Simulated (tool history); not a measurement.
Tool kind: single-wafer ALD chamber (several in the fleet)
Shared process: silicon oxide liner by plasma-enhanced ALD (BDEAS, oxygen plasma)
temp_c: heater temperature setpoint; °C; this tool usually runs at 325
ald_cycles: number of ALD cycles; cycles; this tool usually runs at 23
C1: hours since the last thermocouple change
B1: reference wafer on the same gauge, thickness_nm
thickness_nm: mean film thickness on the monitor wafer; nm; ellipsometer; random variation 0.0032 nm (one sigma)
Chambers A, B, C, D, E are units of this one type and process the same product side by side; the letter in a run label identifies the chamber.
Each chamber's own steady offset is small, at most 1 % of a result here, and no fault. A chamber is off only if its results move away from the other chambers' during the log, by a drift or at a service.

run 1B hour=8.1 | temp_c=325 ald_cycles=23 | C1=597.1 | B1=2.4090 | thickness_nm=2.0668
run 2A hour=21.5 | temp_c=325 ald_cycles=23 | C1=1874.9 | B1=2.4090 | thickness_nm=2.0464
run 3E hour=32.4 | temp_c=325 ald_cycles=23 | C1=42.1 | B1=2.4076 | thickness_nm=2.0437
run 4D hour=45.4 | temp_c=325 ald_cycles=23 | C1=214.0 | B1=2.4079 | thickness_nm=2.0555
run 5C hour=54.2 | temp_c=325 ald_cycles=23 | C1=1464.3 | B1=2.4082 | thickness_nm=2.0686
run 6D hour=62.6 | temp_c=325 ald_cycles=23 | C1=231.2 | B1=2.4079 | thickness_nm=2.0563
run 7B hour=74.5 | temp_c=325 ald_cycles=23 | C1=663.5 | B1=2.4070 | thickness_nm=2.0538
run 8A hour=85.1 | temp_c=337 ald_cycles=23 | C1=1938.5 | B1=2.4062 | thickness_nm=2.0121
run 9C hour=93.6 | temp_c=337 ald_cycles=23 | C1=1503.7 | B1=2.4071 | thickness_nm=2.0302
run 10E hour=104.5 | temp_c=337 ald_cycles=23 | C1=114.2 | B1=2.4053 | thickness_nm=2.0050
run 11B hour=116.9 | temp_c=337 ald_cycles=23 | C1=705.9 | B1=2.4050 | thickness_nm=2.0218
run 12D hour=124.7 | temp_c=337 ald_cycles=23 | C1=293.3 | B1=2.4050 | thickness_nm=2.0151
run 13E hour=133.6 | temp_c=325 ald_cycles=23 | C1=143.3 | B1=2.4039 | thickness_nm=2.0407
run 14A hour=146.3 | temp_c=325 ald_cycles=23 | C1=1999.7 | B1=2.4038 | thickness_nm=2.0490
run 15C hour=155.1 | temp_c=319 ald_cycles=23 | C1=1565.2 | B1=2.4038 | thickness_nm=2.0843
run 16C hour=161.6 | temp_c=319 ald_cycles=23 | C1=1571.7 | B1=2.4038 | thickness_nm=2.0793
run 17D hour=170.2 | temp_c=319 ald_cycles=23 | C1=338.8 | B1=2.4034 | thickness_nm=2.0698
run 18E hour=181.5 | temp_c=319 ald_cycles=23 | C1=191.2 | B1=2.4029 | thickness_nm=2.0527
run 19A hour=190.6 | temp_c=319 ald_cycles=23 | C1=2044.0 | B1=2.4021 | thickness_nm=2.0559
run 20B hour=202.2 | temp_c=325 ald_cycles=23 | C1=791.2 | B1=2.4016 | thickness_nm=2.0499
run 21C hour=213.7 | temp_c=320 ald_cycles=27 | C1=1623.8 | B1=2.4017 | thickness_nm=2.4372
run 22E hour=221.4 | temp_c=320 ald_cycles=27 | C1=231.1 | B1=2.4015 | thickness_nm=2.4075
run 23D hour=227.9 | temp_c=320 ald_cycles=27 | C1=396.5 | B1=2.4015 | thickness_nm=2.4297
run 24B hour=237.1 | temp_c=320 ald_cycles=27 | C1=826.1 | B1=2.4009 | thickness_nm=2.4278
run 25A hour=247.0 | temp_c=320 ald_cycles=27 | C1=2100.4 | B1=2.4001 | thickness_nm=2.4101
run 26D hour=257.9 | temp_c=325 ald_cycles=23 | C1=426.5 | B1=2.3986 | thickness_nm=2.0543
run 27A hour=267.2 | temp_c=325 ald_cycles=23 | C1=2120.6 | B1=2.3986 | thickness_nm=2.0454
run 28B hour=280.4 | temp_c=325 ald_cycles=23 | C1=869.4 | B1=2.3990 | thickness_nm=2.0573
run 29E hour=288.9 | temp_c=325 ald_cycles=23 | C1=298.6 | B1=2.3979 | thickness_nm=2.0331
run 30C hour=298.2 | temp_c=325 ald_cycles=23 | C1=1708.3 | B1=2.3985 | thickness_nm=2.0583
run 31E hour=306.0 | temp_c=325 ald_cycles=23 | C1=315.7 | B1=2.3977 | thickness_nm=2.0296
run 32A hour=318.4 | temp_c=325 ald_cycles=23 | C1=2171.8 | B1=2.3967 | thickness_nm=2.0390
run 33C hour=330.5 | temp_c=325 ald_cycles=23 | C1=1740.6 | B1=2.3956 | thickness_nm=2.0532
run 34B hour=340.6 | temp_c=325 ald_cycles=23 | C1=929.6 | B1=2.3957 | thickness_nm=2.0458
run 35D hour=346.8 | temp_c=339 ald_cycles=27 | C1=515.4 | B1=2.3957 | thickness_nm=2.3586
run 36A hour=355.3 | temp_c=339 ald_cycles=27 | C1=2208.7 | B1=2.3953 | thickness_nm=2.3349
run 37C hour=368.5 | temp_c=339 ald_cycles=27 | C1=1778.6 | B1=2.3955 | thickness_nm=2.3613

For the next run the whole fleet of 5 chambers uses the same settings. Give each chamber's results:
run 38A hour=378.2 | temp_c=325 ald_cycles=23 | thickness_nm=?
run 38B hour=378.2 | temp_c=325 ald_cycles=23 | thickness_nm=?
run 38C hour=378.2 | temp_c=325 ald_cycles=23 | thickness_nm=?
run 38D hour=378.2 | temp_c=325 ald_cycles=23 | thickness_nm=?
run 38E hour=378.2 | temp_c=325 ald_cycles=23 | thickness_nm=?

run=38A thickness_nm=2.0437
run=38B thickness_nm=2.0455
run=38C thickness_nm=2.0506
run=38D thickness_nm=2.0472
run=38E thickness_nm=2.0306
